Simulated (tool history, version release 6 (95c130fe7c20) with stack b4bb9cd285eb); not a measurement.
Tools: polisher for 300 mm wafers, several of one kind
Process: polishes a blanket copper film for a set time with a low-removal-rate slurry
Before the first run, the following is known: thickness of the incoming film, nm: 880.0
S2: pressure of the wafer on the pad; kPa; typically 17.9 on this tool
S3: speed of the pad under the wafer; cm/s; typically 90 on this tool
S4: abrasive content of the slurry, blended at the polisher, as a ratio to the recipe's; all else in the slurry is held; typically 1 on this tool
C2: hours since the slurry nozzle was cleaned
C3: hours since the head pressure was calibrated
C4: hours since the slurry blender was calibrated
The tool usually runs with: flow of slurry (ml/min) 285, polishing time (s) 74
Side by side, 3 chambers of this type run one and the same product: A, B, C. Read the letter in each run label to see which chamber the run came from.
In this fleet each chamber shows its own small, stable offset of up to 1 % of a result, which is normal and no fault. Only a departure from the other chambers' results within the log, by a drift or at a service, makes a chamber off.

{"run": "1C", "hour": 5.7, "flow of slurry (ml/min)": 285, "S2": 17.9, "S3": 90, "S4": 1, "polishing time (s)": 74, "wafers polished on this pad": 913, "C2": 155, "C3": 704.8, "C4": 220.7, "film removed (nm)": 163.24}
{"hour": 9.0, "done": "chamber C: worn pad replaced by a new one"}
{"run": "2B", "hour": 9.2, "flow of slurry (ml/min)": 285, "S2": 17.9, "S3": 90, "S4": 1, "polishing time (s)": 74, "wafers polished on this pad": 559, "C2": 57.6, "C3": 452.3, "C4": 31.6, "film removed (nm)": 161.81}
{"run": "3A", "hour": 12.7, "flow of slurry (ml/min)": 285, "S2": 17.9, "S3": 90, "S4": 1, "polishing time (s)": 74, "wafers polished on this pad": 678, "C2": 567.3, "C3": 168.3, "C4": 107.3, "film removed (nm)": 163.16}
{"hour": 19.3, "done": "chamber B: worn pad replaced by a new one"}
{"run": "4A", "hour": 19.3, "flow of slurry (ml/min)": 285, "S2": 17.9, "S3": 90, "S4": 1, "polishing time (s)": 74, "wafers polished on this pad": 742, "C2": 573.9, "C3": 174.9, "C4": 113.9, "film removed (nm)": 166.36}
{"hour": 20.2, "done": "chamber A: worn pad replaced by a new one"}
{"run": "5B", "hour": 22.4, "flow of slurry (ml/min)": 285, "S2": 17.9, "S3": 90, "S4": 1, "polishing time (s)": 74, "wafers polished on this pad": 30, "C2": 70.8, "C3": 465.5, "C4": 44.8, "film removed (nm)": 162.28}
{"run": "6C", "hour": 26.6, "flow of slurry (ml/min)": 285, "S2": 17.9, "S3": 90, "S4": 1, "polishing time (s)": 74, "wafers polished on this pad": 171, "C2": 175.9, "C3": 725.7, "C4": 241.6, "film removed (nm)": 165.52}
{"run": "7B", "hour": 30.5, "flow of slurry (ml/min)": 285, "S2": 17.9, "S3": 90, "S4": 1, "polishing time (s)": 74, "wafers polished on this pad": 109, "C2": 78.9, "C3": 473.6, "C4": 52.9, "film removed (nm)": 164.62}
{"run": "8A", "hour": 35.6, "flow of slurry (ml/min)": 285, "S2": 17.9, "S3": 90, "S4": 1, "polishing time (s)": 74, "wafers polished on this pad": 150, "C2": 590.2, "C3": 191.2, "C4": 130.2, "film removed (nm)": 164.22}
{"run": "9C", "hour": 41.6, "flow of slurry (ml/min)": 285, "S2": 17.9, "S3": 90, "S4": 1, "polishing time (s)": 74, "wafers polished on this pad": 318, "C2": 190.9, "C3": 740.7, "C4": 256.6, "film removed (nm)": 164.35}
{"run": "10B", "hour": 46.3, "flow of slurry (ml/min)": 285, "S2": 17.9, "S3": 90, "S4": 1, "polishing time (s)": 74, "wafers polished on this pad": 263, "C2": 94.7, "C3": 489.4, "C4": 68.7, "film removed (nm)": 161.59}
{"run": "11A", "hour": 52.6, "flow of slurry (ml/min)": 285, "S2": 17.9, "S3": 90, "S4": 1, "polishing time (s)": 74, "wafers polished on this pad": 316, "C2": 607.2, "C3": 208.2, "C4": 147.2, "film removed (nm)": 163.02}
{"run": "12C", "hour": 58.2, "flow of slurry (ml/min)": 285, "S2": 17.9, "S3": 90, "S4": 1, "polishing time (s)": 74, "wafers polished on this pad": 480, "C2": 207.5, "C3": 757.3, "C4": 273.2, "film removed (nm)": 162.31}
{"run": "13C", "hour": 61.9, "flow of slurry (ml/min)": 285, "S2": 17.9, "S3": 90, "S4": 1, "polishing time (s)": 74, "wafers polished on this pad": 516, "C2": 211.2, "C3": 761, "C4": 276.9, "film removed (nm)": 163.86}
{"run": "14B", "hour": 67.0, "flow of slurry (ml/min)": 285, "S2": 17.9, "S3": 90, "S4": 1, "polishing time (s)": 74, "wafers polished on this pad": 465, "C2": 115.4, "C3": 510.1, "C4": 89.4, "film removed (nm)": 162.62}
{"run": "15A", "hour": 73.5, "flow of slurry (ml/min)": 285, "S2": 22.8, "S3": 90, "S4": 1, "polishing time (s)": 74, "wafers polished on this pad": 520, "C2": 628.1, "C3": 229.1, "C4": 168.1, "film removed (nm)": 207.62}
{"run": "16B", "hour": 78.0, "flow of slurry (ml/min)": 285, "S2": 22.8, "S3": 90, "S4": 1, "polishing time (s)": 74, "wafers polished on this pad": 573, "C2": 126.4, "C3": 521.1, "C4": 100.4, "film removed (nm)": 206.92}
{"run": "17C", "hour": 80.8, "flow of slurry (ml/min)": 285, "S2": 22.8, "S3": 90, "S4": 1, "polishing time (s)": 74, "wafers polished on this pad": 700, "C2": 230.1, "C3": 779.9, "C4": 295.8, "film removed (nm)": 206.68}
{"run": "18A", "hour": 85.0, "flow of slurry (ml/min)": 285, "S2": 17.9, "S3": 90, "S4": 1, "polishing time (s)": 74, "wafers polished on this pad": 632, "C2": 639.6, "C3": 240.6, "C4": 179.6, "film removed (nm)": 164.06}
{"hour": 88.1, "done": "chamber B: worn pad replaced by a new one"}
{"hour": 88.8, "done": "chamber A: worn pad replaced by a new one"}
{"run": "19A", "hour": 91.5, "flow of slurry (ml/min)": 285, "S2": 17.9, "S3": 90, "S4": 1, "polishing time (s)": 74, "wafers polished on this pad": 26, "C2": 646.1, "C3": 247.1, "C4": 186.1, "film removed (nm)": 165.59}
{"run": "20B", "hour": 95.2, "flow of slurry (ml/min)": 285, "S2": 17.9, "S3": 90, "S4": 0.8, "polishing time (s)": 74, "wafers polished on this pad": 69, "C2": 143.6, "C3": 538.3, "C4": 117.6, "film removed (nm)": 154.57}
{"run": "21C", "hour": 98.1, "flow of slurry (ml/min)": 285, "S2": 17.9, "S3": 90, "S4": 0.8, "polishing time (s)": 74, "wafers polished on this pad": 869, "C2": 247.4, "C3": 797.2, "C4": 313.1, "film removed (nm)": 155.49}
{"hour": 102.3, "done": "chamber C: worn pad replaced by a new one"}
{"run": "22C", "hour": 102.3, "flow of slurry (ml/min)": 285, "S2": 17.9, "S3": 90, "S4": 0.8, "polishing time (s)": 74, "wafers polished on this pad": 0, "C2": 251.6, "C3": 801.4, "C4": 317.3, "film removed (nm)": 155.8}
{"run": "23B", "hour": 107.5, "flow of slurry (ml/min)": 285, "S2": 17.9, "S3": 90, "S4": 1, "polishing time (s)": 74, "wafers polished on this pad": 189, "C2": 155.9, "C3": 550.6, "C4": 129.9, "film removed (nm)": 162.92}
{"run": "24A", "hour": 113.7, "flow of slurry (ml/min)": 285, "S2": 17.9, "S3": 90, "S4": 1, "polishing time (s)": 74, "wafers polished on this pad": 243, "C2": 668.3, "C3": 269.3, "C4": 208.3, "film removed (nm)": 165.15}
{"run": "25A", "hour": 116.8, "flow of slurry (ml/min)": 285, "S2": 17.9, "S3": 90, "S4": 1, "polishing time (s)": 74, "wafers polished on this pad": 273, "C2": 671.4, "C3": 272.4, "C4": 211.4, "film removed (nm)": 163.39}
{"run": "26B", "hour": 121.5, "flow of slurry (ml/min)": 285, "S2": 17.9, "S3": 90, "S4": 1, "polishing time (s)": 74, "wafers polished on this pad": 326, "C2": 169.9, "C3": 564.6, "C4": 143.9, "film removed (nm)": 162.45}
{"run": "27C", "hour": 125.9, "flow of slurry (ml/min)": 285, "S2": 17.9, "S3": 90, "S4": 1, "polishing time (s)": 74, "wafers polished on this pad": 230, "C2": 275.2, "C3": 825, "C4": 340.9, "film removed (nm)": 164.57}
{"run": "28A", "hour": 130.4, "flow of slurry (ml/min)": 285, "S2": 15.2, "S3": 90, "S4": 1.15, "polishing time (s)": 74, "wafers polished on this pad": 406, "C2": 685, "C3": 286, "C4": 225, "film removed (nm)": 143.35}
{"run": "29C", "hour": 135.6, "flow of slurry (ml/min)": 285, "S2": 15.2, "S3": 90, "S4": 1.15, "polishing time (s)": 74, "wafers polished on this pad": 324, "C2": 284.9, "C3": 834.7, "C4": 350.6, "film removed (nm)": 141.53}
{"run": "30B", "hour": 140.5, "flow of slurry (ml/min)": 285, "S2": 15.2, "S3": 90, "S4": 1.15, "polishing time (s)": 74, "wafers polished on this pad": 511, "C2": 188.9, "C3": 583.6, "C4": 162.9, "film removed (nm)": 140.43}
{"run": "31B", "hour": 145.2, "flow of slurry (ml/min)": 285, "S2": 17.9, "S3": 90, "S4": 1, "polishing time (s)": 74, "wafers polished on this pad": 557, "C2": 193.6, "C3": 588.3, "C4": 167.6, "film removed (nm)": 162.95}
{"run": "32C", "hour": 149.4, "flow of slurry (ml/min)": 285, "S2": 17.9, "S3": 90, "S4": 1, "polishing time (s)": 74, "wafers polished on this pad": 459, "C2": 298.7, "C3": 848.5, "C4": 364.4, "film removed (nm)": 162.79}
{"run": "33A", "hour": 153.2, "flow of slurry (ml/min)": 285, "S2": 17.9, "S3": 90, "S4": 1, "polishing time (s)": 74, "wafers polished on this pad": 628, "C2": 707.8, "C3": 308.8, "C4": 247.8, "film removed (nm)": 163.73}
{"hour": 154.9, "done": "chamber B: worn pad replaced by a new one"}
{"run": "34C", "hour": 158.0, "flow of slurry (ml/min)": 285, "S2": 17.9, "S3": 90, "S4": 1, "polishing time (s)": 74, "wafers polished on this pad": 543, "C2": 307.3, "C3": 857.1, "C4": 373, "film removed (nm)": 164.38}
{"run": "35B", "hour": 162.9, "flow of slurry (ml/min)": 285, "S2": 17.9, "S3": 90, "S4": 0.8, "polishing time (s)": 74, "wafers polished on this pad": 78, "C2": 211.3, "C3": 606, "C4": 185.3, "film removed (nm)": 155.65}

Next, all 3 chambers run the settings below, one line each with question marks for the results. What does each chamber give?
{"run": "36A", "hour": 167.7, "flow of slurry (ml/min)": 285, "S2": 17.9, "S3": 90, "S4": 1, "polishing time (s)": 74, "film removed (nm)": "?"}
{"run": "36B", "hour": 167.7, "flow of slurry (ml/min)": 285, "S2": 17.9, "S3": 90, "S4": 1, "polishing time (s)": 74, "film removed (nm)": "?"}
{"run": "36C", "hour": 167.7, "flow of slurry (ml/min)": 285, "S2": 17.9, "S3": 90, "S4": 1, "polishing time (s)": 74, "film removed (nm)": "?"}

run=36A film_removed_(nm)=162.78
run=36B film_removed_(nm)=163.92
run=36C film_removed_(nm)=165.95
